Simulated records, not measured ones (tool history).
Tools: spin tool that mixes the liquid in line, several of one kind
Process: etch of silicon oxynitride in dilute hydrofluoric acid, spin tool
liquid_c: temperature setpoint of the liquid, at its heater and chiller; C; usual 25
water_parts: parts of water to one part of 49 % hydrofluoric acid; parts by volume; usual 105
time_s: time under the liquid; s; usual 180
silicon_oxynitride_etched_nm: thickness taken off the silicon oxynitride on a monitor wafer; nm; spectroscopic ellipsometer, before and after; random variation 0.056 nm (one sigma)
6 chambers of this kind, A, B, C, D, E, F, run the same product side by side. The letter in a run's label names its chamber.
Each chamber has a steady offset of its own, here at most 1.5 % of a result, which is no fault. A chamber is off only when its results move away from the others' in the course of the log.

run,hour,liquid_c,water_parts,time_s,hours since the thermometer was replaced,hours since the hydrofluoric acid flow meter was replaced,"read-back film thickness of the silicon oxynitride reference wafer, read on the same gauge (nm)",silicon_oxynitride_etched_nm
1F,5.9,25,105,180,630.3,215.3,150.00,5.9577
2C,9.1,25,105,180,1580.2,1449.7,149.97,5.9444
3D,12.3,25,105,180,1214.3,150.2,149.99,6.0449
4E,17.5,25,105,180,971.5,1733.3,150.00,5.9540
5A,23.6,25,105,180,1502.1,830.9,150.02,6.1307
6B,29.1,25,105,180,2103.7,1850.1,150.00,5.9534
7B,32.7,25,105,180,2107.3,1853.7,149.98,6.1103
8F,37.7,25,105,180,662.1,247.1,150.02,6.0042
9E,41.2,25,105,180,995.2,1757.0,149.98,5.9782
10C,45.2,25,105,180,1616.3,1485.8,149.98,5.9518
11D,50.6,25,105,180,1252.6,188.5,150.03,6.0578
12A,54.1,25,105,180,1532.6,861.4,149.99,6.0004
13E,57.6,25,105,180,1011.6,1773.4,149.99,5.9014
14B,63.5,25,105,180,2138.1,1884.5,149.98,6.0113
15D,68.8,25,105,180,1270.8,206.7,150.00,6.0534
16A,73.9,25,105,180,1552.4,881.2,150.00,5.8815
17C,76.8,25,105,180,1647.9,1517.4,149.99,5.9279
18F,80.0,25,105,180,704.4,289.4,150.00,5.9744
19E,86.1,25,55,120,1040.1,1801.9,149.98,8.0351
20C,89.2,25,55,120,1660.3,1529.8,150.01,7.8861
21F,95.7,25,55,120,720.1,305.1,149.98,8.0096
22D,101.7,25,55,120,1303.7,239.6,149.97,8.0483
# hour 103.1: chamber F: thermometer replaced
23A,106.4,25,55,120,1584.9,913.7,150.00,7.6341
24B,110.7,25,55,120,2185.3,1931.7,150.02,8.0972
25E,114.6,25,105,180,1068.6,1830.4,150.02,5.9503
26F,117.8,25,105,180,14.8,327.2,149.99,5.9467
# hour 121.2: chamber B: thermometer replaced
27C,123.3,25,105,180,1694.4,1563.9,150.01,5.9697
28D,128.2,25,105,180,1330.2,266.1,149.99,5.9416
29A,132.6,25,105,180,1611.1,939.9,150.01,5.7034
30B,137.2,25,105,180,16.1,1958.2,149.97,6.0561
31D,143.0,25,105,180,1345.0,280.9,150.00,6.0024
32E,148.7,25,105,180,1102.7,1864.5,150.01,5.9145
33B,154.8,25,80,235,33.7,1975.8,150.03,10.6920
34C,160.0,25,80,235,1731.1,1600.6,150.00,10.3400
35F,164.4,25,80,235,61.4,373.8,150.00,10.6610
36A,170.8,25,80,235,1649.3,978.1,149.99,9.6404
37B,173.8,25,80,235,52.7,1994.8,149.99,10.5350
38A,177.7,25,80,235,1656.2,985.0,149.98,9.6895
39D,184.0,25,105,180,1386.0,321.9,149.97,5.9127
40C,190.4,25,105,180,1761.5,1631.0,150.01,5.9259
41E,193.8,25,105,180,1147.8,1909.6,150.05,6.0010
42F,197.6,25,105,180,94.6,407.0,149.98,5.9815
43A,204.1,25,105,180,1682.6,1011.4,149.97,5.5083
44E,207.9,25,105,180,1161.9,1923.7,150.02,6.0572

Next, every chamber runs the same settings. What will each give?
45A,212.6,25,105,180,,,,?
45B,212.6,25,105,180,,,,?
45C,212.6,25,105,180,,,,?
45D,212.6,25,105,180,,,,?
45E,212.6,25,105,180,,,,?
45F,212.6,25,105,180,,,,?

run,silicon_oxynitride_etched_nm
45A,5.3619
45B,5.8804
45C,5.9604
45D,6.0556
45E,5.9570
45F,6.0391
